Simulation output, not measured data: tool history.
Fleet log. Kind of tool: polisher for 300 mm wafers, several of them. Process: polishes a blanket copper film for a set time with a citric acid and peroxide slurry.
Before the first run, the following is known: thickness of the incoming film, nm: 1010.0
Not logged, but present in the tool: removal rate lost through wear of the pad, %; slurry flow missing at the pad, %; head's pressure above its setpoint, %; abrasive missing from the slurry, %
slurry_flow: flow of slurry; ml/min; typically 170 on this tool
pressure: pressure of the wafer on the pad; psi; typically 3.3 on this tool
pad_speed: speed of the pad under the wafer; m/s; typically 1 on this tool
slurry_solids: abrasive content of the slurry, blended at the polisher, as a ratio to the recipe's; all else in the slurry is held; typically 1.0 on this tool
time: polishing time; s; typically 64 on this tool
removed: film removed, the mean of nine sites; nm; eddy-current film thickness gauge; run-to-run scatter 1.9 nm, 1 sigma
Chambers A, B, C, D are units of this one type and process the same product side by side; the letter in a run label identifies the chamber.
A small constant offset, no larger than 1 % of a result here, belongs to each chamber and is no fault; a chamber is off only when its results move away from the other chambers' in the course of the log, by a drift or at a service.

run   hour  slurry_flow  pressure  pad_speed  slurry_solids  time  wafers polished on this pad  hours since the slurry nozzle was cleaned  hours since the head pressure was calibrated  hours since the slurry blender was calibrated  removed
 1B    5.9          170       3.3          1            1.0    64                          100                                      303.1                                         394.9                                          117.4   187.94
 2A    9.6          170       3.3          1            1.0    64                          635                                      491.4                                         172.4                                          149.4   184.96
       9.7  -- chamber A: worn pad replaced by a new one
 3C   15.4          170       3.3          1            1.0    64                          463                                      136.2                                          45.0                                           33.8   184.73
 4D   19.7          170       3.3          1            1.0    64                          569                                      105.1                                         371.9                                           36.8   182.59
      21.2  -- chamber A: slurry nozzle cleaned
 5C   25.5          170       3.3          1            1.0    64                          545                                      146.3                                          55.1                                           43.9   179.33
      27.5  -- chamber D: worn pad replaced by a new one
 6B   31.3          170       3.3          1            1.0    64                          305                                      328.5                                         420.3                                          142.8   181.06
 7D   36.5          170       3.3          1            1.0    64                           73                                      121.9                                         388.7                                           53.6   186.03
      40.0  -- chamber B: head pressure recalibrated
 8A   40.0          170       3.3          1            1.0    64                          245                                       18.9                                         202.8                                          179.8   184.73
 9C   46.2          140       3.3          1            1.0    64                          712                                      167.0                                          75.8                                           64.6   176.65
10A   52.0          140       3.3          1            1.0    64                          342                                       30.9                                         214.8                                          191.8   176.44
      53.0  -- chamber B: worn pad replaced by a new one
11D   55.6          140       3.3          1            1.0    64                          227                                      141.0                                         407.8                                           72.7   176.23
12B   60.3          140       3.3          1            1.0    64                           59                                      357.5                                          20.4                                          171.8   179.02
13A   63.9          170       3.3          1            1.0    64                          438                                       42.8                                         226.7                                          203.7   182.52
14D   67.3          145       3.3          1            1.2    64                          322                                      152.7                                         419.5                                           84.4   186.08
15C   71.7          145       3.3          1            1.2    64                          918                                      192.5                                         101.3                                           90.1   184.78
16B   76.4          145       3.3          1            1.2    64                          189                                      373.6                                          36.5                                          187.9   188.02
17B   81.5          145       3.3          1            1.2    64                          230                                      378.7                                          41.6                                          193.0   187.00
18C   87.4          170       3.3          1            1.0    64                         1045                                      208.2                                         117.0                                          105.8   180.16
19A   92.2          170       3.3          1            1.0    64                          666                                       71.1                                         255.0                                          232.0   189.75
20D   96.7          170       3.3          1            1.0    64                          559                                      182.1                                         448.9                                          113.8   181.03
     100.5  -- chamber A: worn pad replaced by a new one
21C  100.9          170       3.3          1            1.0    64                         1154                                      221.7                                         130.5                                          119.3   181.63
     103.3  -- chamber D: worn pad replaced by a new one
22D  104.2          170       3.3          1            1.0    64                            7                                      189.6                                         456.4                                          121.3   183.27
23B  109.9          170       3.3          1            1.0    64                          460                                      407.1                                          70.0                                          221.4   185.18
24A  115.0          170       3.3          1            1.0    64                          117                                       93.9                                         277.8                                          254.8   191.64
     116.1  -- chamber C: worn pad replaced by a new one
25D  118.1          170       3.3          1            1.0    47                          119                                      203.5                                         470.3                                          135.2   136.20
     120.5  -- chamber B: worn pad replaced by a new one
26B  121.1          170       3.3          1            1.0    47                            5                                      418.3                                          81.2                                          232.6   135.68
27A  123.9          170       3.3          1            1.0    47                          189                                      102.8                                         286.7                                          263.7   138.84
     125.8  -- chamber B: slurry blender recalibrated
28C  129.4          170       3.3          1            1.0    47                          107                                      250.2                                         159.0                                          147.8   135.11
29A  135.0          170       3.3          1            1.0    64                          278                                      113.9                                         297.8                                          274.8   189.09
     135.9  -- chamber C: slurry blender recalibrated
30D  141.0          170       3.3          1            1.0    64                          304                                      226.4                                         493.2                                          158.1   184.98
31C  143.8          170       3.3          1            1.0    64                          224                                      264.6                                         173.4                                            7.9   184.24
32B  149.1          170       3.3          1            1.0    64                          231                                      446.3                                         109.2                                           23.3   185.24
33C  155.4          170       3.3          1            1.0    64                          317                                      276.2                                         185.0                                           19.5   183.85
34A  160.0          170       3.3          1            1.0    64                          480                                      138.9                                         322.8                                          299.8   196.42

Is one chamber off against the others, does the gauge drift, or is nothing wrong? If a chamber is off, say which, and what the likeliest cause is.

Little by little, chamber A moves away from the other chambers.
Most likely cause: head's pressure above its setpoint, % = 6.35.

Chamber A could run next with any of the 4 candidate recipes listed below; each alters the usual settings, and their results appear as question marks. Which one brings its results back in line with what the other chambers deliver on the usual settings?
In line here means within this much of the mean the other chambers give on the usual settings: removed 6.70 nm
35A-1  164.5          170       3.3       0.96            1.0    62                                                                                                                                                                             ?
35A-2  164.5          170       3.2       0.96            1.0    61                                                                                                                                                                             ?
35A-3  164.5          175       3.7       1.00            1.0    64                                                                                                                                                                             ?
35A-4  164.5          170       3.4       1.00            1.0    66                                                                                                                                                                             ?

Mean of the other chambers on the usual settings: removed 183.65 nm
  run  removed
35A-1   181.87
35A-2   173.55
35A-3   219.89
35A-4   207.54
35A-1 puts the chamber back in line with the other chambers.

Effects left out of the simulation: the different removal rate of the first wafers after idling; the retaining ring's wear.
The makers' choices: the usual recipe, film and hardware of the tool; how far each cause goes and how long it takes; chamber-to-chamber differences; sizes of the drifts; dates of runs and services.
